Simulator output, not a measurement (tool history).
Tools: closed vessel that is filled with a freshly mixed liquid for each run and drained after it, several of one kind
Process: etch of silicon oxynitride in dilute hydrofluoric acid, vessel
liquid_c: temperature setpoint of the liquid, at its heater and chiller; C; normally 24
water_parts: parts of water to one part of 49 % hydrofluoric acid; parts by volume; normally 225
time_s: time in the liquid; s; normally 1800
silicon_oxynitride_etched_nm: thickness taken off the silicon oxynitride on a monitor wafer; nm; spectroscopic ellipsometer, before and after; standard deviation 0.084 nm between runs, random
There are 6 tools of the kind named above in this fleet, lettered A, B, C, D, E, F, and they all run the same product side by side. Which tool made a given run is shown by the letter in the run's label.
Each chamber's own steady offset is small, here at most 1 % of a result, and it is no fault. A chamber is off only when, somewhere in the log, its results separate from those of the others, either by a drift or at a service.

run   hour  liquid_c  water_parts  time_s  hours since the thermometer was replaced  hours since the hydrofluoric acid flow meter was replaced  read-back film thickness of the silicon oxynitride reference wafer, read on the same gauge (nm)  silicon_oxynitride_etched_nm
 1C    6.1        24          225    1800                                      71.7                                                     2030.9                                                                                           100.01                        22.515
 2A   12.2        24          225    1800                                     461.2                                                        986                                                                                              100                        22.246
 3F   15.2        24          225    1800                                     791.9                                                      948.8                                                                                           100.02                        22.168
 4E   18.6        24          225    1800                                     335.1                                                      192.9                                                                                           99.993                        22.224
 5B   22.6        29          225    1800                                    1360.7                                                        303                                                                                           99.993                        27.574
 6D   27.4        29          225    1800                                    1566.4                                                      251.1                                                                                           100.01                        27.461
 7E   31.6        29          225    1800                                     348.1                                                      205.9                                                                                           100.02                        27.487
 8B   34.5        29          225    1800                                    1372.6                                                      314.9                                                                                           99.968                        27.427
 9C   40.8        29          225    1800                                     106.4                                                     2065.6                                                                                           99.957                        27.856
10A   44.2        29          225    1800                                     493.2                                                       1018                                                                                           100.01                        27.544
11D   50.2        24          225    1800                                    1589.2                                                      273.9                                                                                              100                        22.217
12F   54.8        24          225    1800                                     831.5                                                      988.4                                                                                           100.02                        22.145
      56.2  -- chamber C: hydrofluoric acid flow meter replaced
13C   57.7        24          225    1800                                     123.3                                                        1.6                                                                                           99.983                        22.445
14A   61.1        24          225    1800                                     510.1                                                     1034.9                                                                                           100.03                        22.136
15E   64.7        24          225    1800                                     381.2                                                        239                                                                                           99.998                        22.076
16D   69.6        24          225    1800                                    1608.6                                                      293.3                                                                                           100.01                        22.271
17F   75.1        24          155    1800                                     851.8                                                     1008.7                                                                                           100.01                        34.321
18B     80        24          155    1800                                    1418.1                                                      360.4                                                                                           99.983                        34.329
19D   84.5        24          155    1800                                    1623.5                                                      308.2                                                                                           100.01                        33.655
20E   90.2        24          155    1800                                     406.7                                                      264.5                                                                                              100                        33.475
21A   95.8        24          155    1800                                     544.8                                                     1069.6                                                                                              100                        34.331
22C   99.4        24          155    1800                                       165                                                       43.3                                                                                            99.98                        34.118
23B    103      26.5          225    2740                                    1441.1                                                      383.4                                                                                           99.994                        37.615
24F  108.4      26.5          225    2740                                     885.1                                                       1042                                                                                           100.01                        37.895
     109.2  -- chamber A: thermometer replaced
25A  113.5      26.5          225    2740                                       4.4                                                     1087.3                                                                                           100.01                        37.847
26C  116.8      26.5          225    2740                                     182.4                                                       60.7                                                                                              100                         38.37
27F  120.8      26.5          225    2740                                     897.5                                                     1054.4                                                                                           99.987                        37.276
28D  126.1      26.5          225    2740                                    1665.1                                                      349.8                                                                                           100.01                        37.712
29E  129.7        24          225    1800                                     446.2                                                        304                                                                                              100                        21.494
30B  132.6        24          225    1800                                    1470.7                                                        413                                                                                            99.97                        22.198
31D  138.3        24          225    1800                                    1677.3                                                        362                                                                                           100.03                         22.17
32A  142.5        24          225    1800                                      33.4                                                     1116.3                                                                                           100.02                        22.194
33C  148.1        24          295    1800                                     213.7                                                         92                                                                                           100.03                        16.269
34B  153.2        24          295    1800                                    1491.3                                                      433.6                                                                                           100.02                        16.056
35E  156.5        24          295    1800                                       473                                                      330.8                                                                                           99.969                        15.488
36F  162.2        24          295    1800                                     938.9                                                     1095.8                                                                                           99.984                        16.032
37D  167.2        24          295    1800                                    1706.2                                                      390.9                                                                                           99.998                        16.141

One chamber off, gauge drift, or nothing amiss beyond the chambers' own small offsets? If it is a chamber, which one, and what is the likeliest cause?

Chamber E drifts away from the others.
Likeliest cause: hydrofluoric acid flow below the setpoint (%) = 3.72.
The log may not tell that from: liquid colder than its thermometer reads (K).

Below are 4 candidate recipes for chamber E's next run, each the usual settings with a change, their results shown as question marks. Which of them brings E's results back in line with what the other chambers give on the usual settings?
In-line tolerance around the mean of the other chambers on the usual settings: silicon_oxynitride_etched_nm 0.29 nm
38E-1  171.8        24          230    1760                                                                                                                                                                                                                                   ?
38E-2  171.8        24          220    1840                                                                                                                                                                                                                                   ?
38E-3  171.8        22          225    1800                                                                                                                                                                                                                                   ?
38E-4  171.8        24          210    1800                                                                                                                                                                                                                                   ?

What the other chambers average on the usual settings: silicon_oxynitride_etched_nm 22.231 nm
  run  silicon_oxynitride_etched_nm
38E-1                        20.201
38E-2                        22.229
38E-3                        19.412
38E-4                        22.935
The answer is 38E-2, which returns the chamber to within the allowed miss of the others.
